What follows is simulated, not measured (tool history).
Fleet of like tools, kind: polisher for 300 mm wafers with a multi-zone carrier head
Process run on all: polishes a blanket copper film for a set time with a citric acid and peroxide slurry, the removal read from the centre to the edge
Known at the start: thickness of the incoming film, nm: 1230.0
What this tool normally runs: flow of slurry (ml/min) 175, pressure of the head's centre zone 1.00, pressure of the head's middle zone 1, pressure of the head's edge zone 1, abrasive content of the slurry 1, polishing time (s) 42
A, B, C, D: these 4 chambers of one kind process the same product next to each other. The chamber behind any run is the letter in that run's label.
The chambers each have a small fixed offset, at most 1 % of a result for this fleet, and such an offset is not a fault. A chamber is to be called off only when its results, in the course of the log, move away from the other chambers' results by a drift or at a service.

run	hour	flow of slurry (ml/min)	pressure of the head's centre zone	pressure of the head's middle zone	pressure of the head's edge zone	abrasive content of the slurry	polishing time (s)	film removed at the wafer's centre (nm)	film removed at mid-radius (nm)	film removed at the wafer's edge (nm)
1D	10.6	175	1.00	1	1	1	42	170.33	171.78	169.22
2C	20.2	175	1.00	1	1	1	42	167.20	174.02	168.53
3A	30.3	175	1.00	1	1	1	42	168.43	165.65	168.88
4B	37.1	175	1.00	1	1	1	42	163.76	168.52	166.94
5C	48.5	175	1.00	1	1	1	42	169.31	170.12	168.06
# hour 48.8: chamber D: worn pad replaced by a new one
# hour 53.1: chamber B: worn pad replaced by a new one
6B	54.9	175	1.00	1	1	1	42	165.65	168.88	169.04
# hour 61.4: chamber C: worn pad replaced by a new one
7D	66.5	175	1.00	1	1	1	42	168.37	169.72	170.47
# hour 67.8: chamber C: slurry nozzle cleaned
# hour 72.1: chamber D: centre zone pressure recalibrated
8A	74.5	175	1.00	1	1	1	42	169.08	166.45	168.76
# hour 83.6: chamber A: worn pad replaced by a new one
9D	83.9	175	1.00	1	1	1	42	167.68	170.62	169.89
10B	95.3	175	1.00	1	1	1	32	128.74	127.90	127.00
11C	101.7	175	1.00	1	1	1	32	126.71	127.05	128.58
12A	111.5	175	1.00	1	1	1	32	127.38	125.80	129.46
# hour 113.6: chamber B: worn pad replaced by a new one
13D	119.4	175	1.00	1	1	1	32	128.96	127.15	128.40
# hour 124.2: chamber D: worn pad replaced by a new one
14B	129.3	175	1.00	1	1	1	42	162.23	166.82	164.44
15C	140.9	175	1.00	1	1	1	42	169.08	170.97	168.21
# hour 145.8: chamber A: slurry nozzle cleaned
# hour 146.2: chamber C: worn pad replaced by a new one
16A	152.8	175	1.00	1	1	1	42	166.02	166.90	169.16
17B	164.8	175	1.00	1	1	1	42	161.62	164.01	165.30
18A	172.6	175	1.00	1	1	1	42	169.89	167.52	170.92
# hour 172.7: chamber A: worn pad replaced by a new one
19D	182.4	175	1.04	1	1	1	42	178.95	167.83	168.29
# hour 187.1: chamber B: worn pad replaced by a new one
# hour 189.8: chamber D: edge zone pressure recalibrated
# hour 190.2: chamber D: worn pad replaced by a new one
20C	191.0	175	1.04	1	1	1	42	178.79	170.64	166.71
21D	198.2	175	1.04	1	1	1	42	176.96	168.87	169.18
22A	210.7	175	1.04	1	1	1	42	174.77	169.38	170.32
23C	219.8	175	1.00	1	1	1	42	167.47	171.25	167.56
# hour 222.3: chamber C: worn pad replaced by a new one
24B	226.6	175	1.00	1	1	1	42	158.79	160.82	161.60
# hour 235.4: chamber C: centre zone pressure recalibrated
25B	238.3	175	0.89	1	1	1	42	139.74	157.02	160.62
26C	250.3	175	0.89	1	1	1	42	146.60	167.59	165.72
# hour 254.4: chamber B: worn pad replaced by a new one
27A	262.8	175	0.89	1	1	1	42	147.51	165.81	168.68
# hour 263.7: chamber D: worn pad replaced by a new one
28D	273.3	175	0.89	1	1	1	42	152.54	167.78	169.16
# hour 276.8: chamber A: worn pad replaced by a new one
# hour 286.1: chamber D: slurry nozzle cleaned
29B	286.6	175	1.00	1	1	1	42	160.16	155.48	160.79
30D	295.9	175	1.00	1	1	1	42	169.54	172.87	170.01
# hour 305.4: chamber C: worn pad replaced by a new one
31A	308.3	175	1.00	1	1	1	42	170.95	166.80	171.05
32C	315.3	175	1.00	1	1	1	42	169.29	169.12	168.79
# hour 317.8: chamber B: worn pad replaced by a new one
33A	322.6	175	1.00	1	1	1	42	166.88	165.55	168.69
34C	328.6	175	1.00	1	1	1	42	169.10	169.48	168.95
35B	334.7	175	1.00	1	1	1	42	154.08	152.43	158.22
# hour 340.3: chamber D: worn pad replaced by a new one
36D	345.3	175	1.00	1	1	1	42	169.64	169.39	170.38
37D	352.3	175	1.00	1	1	1	42	168.74	166.38	169.23

Each of the 4 chambers runs these same settings next. Fill in every chamber's results:
38A	362.3	175	1.00	1	1	1	42	?	?	?
38B	362.3	175	1.00	1	1	1	42	?	?	?
38C	362.3	175	1.00	1	1	1	42	?	?	?
38D	362.3	175	1.00	1	1	1	42	?	?	?

run	film removed at the wafer's centre (nm)	film removed at mid-radius (nm)	film removed at the wafer's edge (nm)
38A	169.47	167.10	171.68
38B	153.17	151.90	156.06
38C	168.84	167.49	166.58
38D	170.77	167.78	168.90
